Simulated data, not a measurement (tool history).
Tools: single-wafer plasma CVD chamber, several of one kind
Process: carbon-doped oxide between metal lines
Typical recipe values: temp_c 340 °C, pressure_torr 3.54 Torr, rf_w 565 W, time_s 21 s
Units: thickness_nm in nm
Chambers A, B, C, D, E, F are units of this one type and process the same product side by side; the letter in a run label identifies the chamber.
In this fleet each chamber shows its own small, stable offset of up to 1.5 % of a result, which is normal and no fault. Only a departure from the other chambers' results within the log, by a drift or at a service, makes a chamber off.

| run | hour | temp_c | pressure_torr | rf_w | time_s | hours since the last thermocouple change | hours since the last RF generator calibration | hours since the last manometer calibration | read-back reference wafer on the same gauge, thickness_nm | thickness_nm |
|---|---|---|---|---|---|---|---|---|---|---|
| 1E | 8.9 | 340 | 3.54 | 565 | 21 | 1880.1 | 1636.7 | 566.1 | 133.99 | 114.33 |
| 2A | 21.6 | 340 | 3.54 | 565 | 21 | 1120.6 | 519.6 | 1823.9 | 134.05 | 114.97 |
| 3C | 31 | 340 | 3.54 | 565 | 21 | 290.2 | 791.7 | 163.3 | 134.01 | 115.53 |
|  | 39.6 | chamber E: RF generator calibrated |
| 4D | 42 | 340 | 3.54 | 565 | 21 | 1234.5 | 471 | 1460.5 | 134.03 | 113.39 |
| 5B | 48.7 | 340 | 3.54 | 565 | 21 | 885.2 | 657.4 | 1863.3 | 133.74 | 113.16 |
| 6F | 60.1 | 340 | 3.54 | 565 | 21 | 242 | 356 | 78.8 | 134.14 | 115.43 |
| 7D | 66.7 | 340 | 3.54 | 480 | 21 | 1259.2 | 495.7 | 1485.2 | 133.85 | 103.39 |
| 8B | 76.6 | 340 | 3.54 | 480 | 21 | 913.1 | 685.3 | 1891.2 | 134.01 | 102.58 |
| 9F | 89.4 | 340 | 3.54 | 480 | 21 | 271.3 | 385.3 | 108.1 | 134.11 | 103.41 |
| 10C | 100.7 | 340 | 3.54 | 480 | 21 | 359.9 | 861.4 | 233 | 133.98 | 104.17 |
|  | 113.7 | chamber B: capacitance manometer re-zeroed and calibrated |
| 11E | 114.8 | 340 | 3.54 | 480 | 21 | 1986 | 75.2 | 672 | 134.05 | 103.82 |
| 12A | 129.5 | 340 | 3.54 | 480 | 21 | 1228.5 | 627.5 | 1931.8 | 133.86 | 102.93 |
| 13B | 140.5 | 340 | 3.54 | 565 | 21 | 977 | 749.2 | 26.8 | 133.91 | 114.07 |
| 14F | 154.8 | 340 | 3.54 | 615 | 21 | 336.7 | 450.7 | 173.5 | 133.93 | 120.44 |
| 15C | 163.5 | 340 | 3.54 | 615 | 21 | 422.7 | 924.2 | 295.8 | 133.9 | 120.78 |
| 16D | 170.1 | 340 | 3.54 | 615 | 21 | 1362.6 | 599.1 | 1588.6 | 134.06 | 118.48 |
| 17A | 177.9 | 340 | 3.54 | 615 | 21 | 1276.9 | 675.9 | 1980.2 | 134.11 | 121.46 |
| 18E | 190.6 | 340 | 3.54 | 615 | 21 | 2061.8 | 151 | 747.8 | 133.99 | 119.41 |
| 19B | 204.9 | 340 | 3.54 | 615 | 21 | 1041.4 | 813.6 | 91.2 | 134 | 120.05 |
| 20D | 213.5 | 340 | 3.54 | 565 | 21 | 1406 | 642.5 | 1632 | 133.8 | 113.16 |
| 21F | 227.7 | 340 | 3.54 | 565 | 21 | 409.6 | 523.6 | 246.4 | 133.99 | 114.85 |
| 22A | 241.5 | 340 | 3.54 | 565 | 21 | 1340.5 | 739.5 | 2043.8 | 133.84 | 114.33 |
| 23C | 254 | 340 | 3.54 | 565 | 21 | 513.2 | 1014.7 | 386.3 | 133.97 | 114.67 |
| 24E | 266.1 | 340 | 3.54 | 565 | 21 | 2137.3 | 226.5 | 823.3 | 134.07 | 114.04 |
| 25D | 278.8 | 340 | 3.54 | 565 | 21 | 1471.3 | 707.8 | 1697.3 | 133.95 | 111.78 |
| 26F | 286.8 | 340 | 3.54 | 565 | 21 | 468.7 | 582.7 | 305.5 | 133.91 | 114.13 |
| 27E | 296 | 340 | 3.54 | 565 | 21 | 2167.2 | 256.4 | 853.2 | 134.21 | 113.57 |
| 28B | 309.2 | 340 | 3.54 | 565 | 21 | 1145.7 | 917.9 | 195.5 | 134.13 | 113.9 |
| 29C | 317.2 | 340 | 3.54 | 565 | 21 | 576.4 | 1077.9 | 449.5 | 133.87 | 116.39 |
| 30A | 326 | 340 | 3.54 | 565 | 21 | 1425 | 824 | 2128.3 | 134.01 | 114.95 |
| 31D | 338.3 | 340 | 3.54 | 565 | 21 | 1530.8 | 767.3 | 1756.8 | 134.08 | 109.91 |
| 32E | 350.1 | 340 | 3.54 | 565 | 21 | 2221.3 | 310.5 | 907.3 | 133.97 | 114.32 |
| 33B | 364.9 | 340 | 3.54 | 565 | 21 | 1201.4 | 973.6 | 251.2 | 134.13 | 113.81 |
| 34F | 371.4 | 340 | 3.54 | 565 | 21 | 553.3 | 667.3 | 390.1 | 133.89 | 114.25 |
| 35C | 378.2 | 340 | 3.54 | 565 | 21 | 637.4 | 1138.9 | 510.5 | 134 | 116.34 |
| 36A | 386.6 | 340 | 3.54 | 565 | 21 | 1485.6 | 884.6 | 2188.9 | 134.06 | 114.77 |
| 37C | 396.6 | 340 | 3.54 | 565 | 21 | 655.8 | 1157.3 | 528.9 | 133.99 | 116.32 |

What goes on in this fleet: one chamber off, a drifting gauge, or nothing beyond the chambers' own small offsets? Name the chamber and the cause, if any.

One chamber, D, drifts off from the rest bit by bit.
Likeliest cause: delivered RF power below the setpoint (%) = 7.78.

Below are 4 candidate recipes for chamber D's next run, each the usual settings with a change, their results shown as question marks. Which of them brings D's results back in line with what the other chambers give on the usual settings?
In line means no further than this from the other chambers' mean on the usual settings: thickness_nm 2 nm
| 38D-1 | 407.3 | 339 | 3.54 | 575 | 21.7 |  |  |  |  | ? |
| 38D-2 | 407.3 | 340 | 3.53 | 565 | 20.6 |  |  |  |  | ? |
| 38D-3 | 407.3 | 341 | 3.52 | 555 | 20.3 |  |  |  |  | ? |
| 38D-4 | 407.3 | 340 | 3.55 | 570 | 21.2 |  |  |  |  | ? |

Other chambers, usual settings, mean: thickness_nm 114.69 nm
| run | thickness_nm |
|---|---|
| 38D-1 | 114.29 |
| 38D-2 | 107.01 |
| 38D-3 | 103.96 |
| 38D-4 | 110.76 |
38D-1 is the one that brings the chamber's results back in line with the other chambers.

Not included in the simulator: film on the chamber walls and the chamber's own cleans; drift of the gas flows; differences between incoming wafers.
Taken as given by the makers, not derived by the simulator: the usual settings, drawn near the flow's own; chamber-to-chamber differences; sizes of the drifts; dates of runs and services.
